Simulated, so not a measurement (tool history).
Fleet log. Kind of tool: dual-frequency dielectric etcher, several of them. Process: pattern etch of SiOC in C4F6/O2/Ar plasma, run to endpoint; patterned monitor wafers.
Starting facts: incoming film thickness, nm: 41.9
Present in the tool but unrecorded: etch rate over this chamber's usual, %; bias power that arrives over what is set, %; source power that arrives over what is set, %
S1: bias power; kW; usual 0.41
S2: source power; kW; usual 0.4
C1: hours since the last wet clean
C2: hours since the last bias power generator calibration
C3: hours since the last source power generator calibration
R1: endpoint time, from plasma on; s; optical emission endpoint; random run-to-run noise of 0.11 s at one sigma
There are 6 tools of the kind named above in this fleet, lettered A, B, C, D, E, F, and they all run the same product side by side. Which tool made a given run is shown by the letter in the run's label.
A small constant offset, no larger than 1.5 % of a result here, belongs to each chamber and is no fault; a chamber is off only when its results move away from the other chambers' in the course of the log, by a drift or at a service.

run     day     S1    S2     C1      C2      C3      R1
 1D   0.483   0.41   0.4  198.7   635.4   768.4  15.165
 2F   0.712   0.41   0.4  412.8  1401.4  2133.5  15.054
 3A     1.2   0.41   0.4  424.7   302.2   144.7  15.071
 4C   1.417   0.41   0.4  122.9   990.5    1194  15.289
 5E   1.658   0.41   0.4  287.3  2705.9  4369.7  15.076
      1.683  -- chamber F: wet clean of the chamber
 6B   1.896   0.41   0.4  332.1  1009.1  2986.2  15.003
 7A   2.283   0.41   0.4  450.7   328.2   170.7  15.273
 8B   2.517   0.41   0.4    347    1024  3001.1  14.978
 9C   2.758   0.41   0.4  155.1  1022.7  1226.2  15.259
10E   3.179   0.41   0.4  323.8  2742.4  4406.2  15.086
      3.342  -- chamber A: wet clean of the chamber
11F   3.417   0.41  0.44   41.6  1466.3  2198.4  14.564
      3.529  -- chamber E: bias power generator calibrated
12D   3.754   0.41  0.44  277.2   713.9   846.9   14.57
13C   4.138   0.41  0.44  188.2  1055.8  1259.3  14.974
14A   4.525   0.41  0.44   28.5     382   224.5  14.851
15B   4.829   0.41  0.44  402.5  1079.5  3056.6  14.403
16D   5.217   0.41  0.44  312.3     749     882  14.463
17F   5.583   0.41  0.46   93.6  1518.3  2250.4  14.332
18E   5.804   0.41  0.46  386.8    54.7  4469.2  14.339
19E   6.233   0.41  0.46  397.1      65  4479.5  14.485
20F   6.704   0.41  0.46  120.5  1545.2  2277.3   14.62
21D   7.071   0.41  0.46  356.8   793.5   926.5  14.271
22A   7.492   0.41  0.46   99.7   453.2   295.7  14.514
23C   7.833   0.41   0.4  276.9  1144.5    1348  15.509
24B     8.3   0.41   0.4  485.8  1162.8  3139.9  14.776
25F   8.758   0.41   0.4  169.8  1594.5  2326.6  15.179
      8.817  -- chamber D: wet clean of the chamber
26D   9.033   0.41   0.4    5.2   840.6   973.6  15.025
27C   9.425  0.363  0.49  315.1  1182.7  1386.2  14.801
28A   9.904  0.363  0.49  157.6   511.1   353.6  14.574
29B  10.267  0.363  0.49    533    1210  3187.1  13.942
30E    10.5  0.363  0.49  499.5   167.4  4581.9   14.69
     10.521  -- chamber E: wet clean of the chamber
31B  10.933  0.363  0.49    549    1226  3203.1  14.208
     11.171  -- chamber E: source power generator calibrated
32A  11.354  0.363  0.49  192.4   545.9   388.4  14.827
     11.546  -- chamber C: wet clean of the chamber
33D  11.712   0.41   0.4   69.5   904.9  1037.9  15.126
34F  12.088   0.41   0.4  249.7  1674.4  2406.5  15.201
35C  12.371   0.41   0.4   19.8  1253.4  1456.9  15.488
36E  12.762  0.375  0.49   53.9   221.7    38.2  14.544

Read the log: is a single chamber off, either drifting away or since a service, is the gauge that measures every chamber drifting, or is nothing wrong beyond small per-chamber offsets? Name any odd chamber and what most likely caused it.

It is chamber B that slowly wanders off from its peers.
What lies behind it: etch rate over this chamber's usual, % = 4.3.

Below are 4 candidate recipes for chamber B's next run, each the usual settings with a change, their results shown as question marks. Which of them brings B's results back in line with what the other chambers give on the usual settings?
Maximum distance from the other chambers' mean on the usual settings for a result to count as in line: R1 0.4 s
37B-1  13.112   0.55   0.4               ?
37B-2  13.112  0.349  0.34               ?
37B-3  13.112  0.468   0.4               ?
37B-4  13.112  0.382  0.37               ?

Other chambers, usual settings, mean: R1 15.19 s
  run      R1
37B-1  12.945
37B-2  16.299
37B-3  13.759
37B-4  15.273
It is 37B-4 that realigns the chamber with its peers.
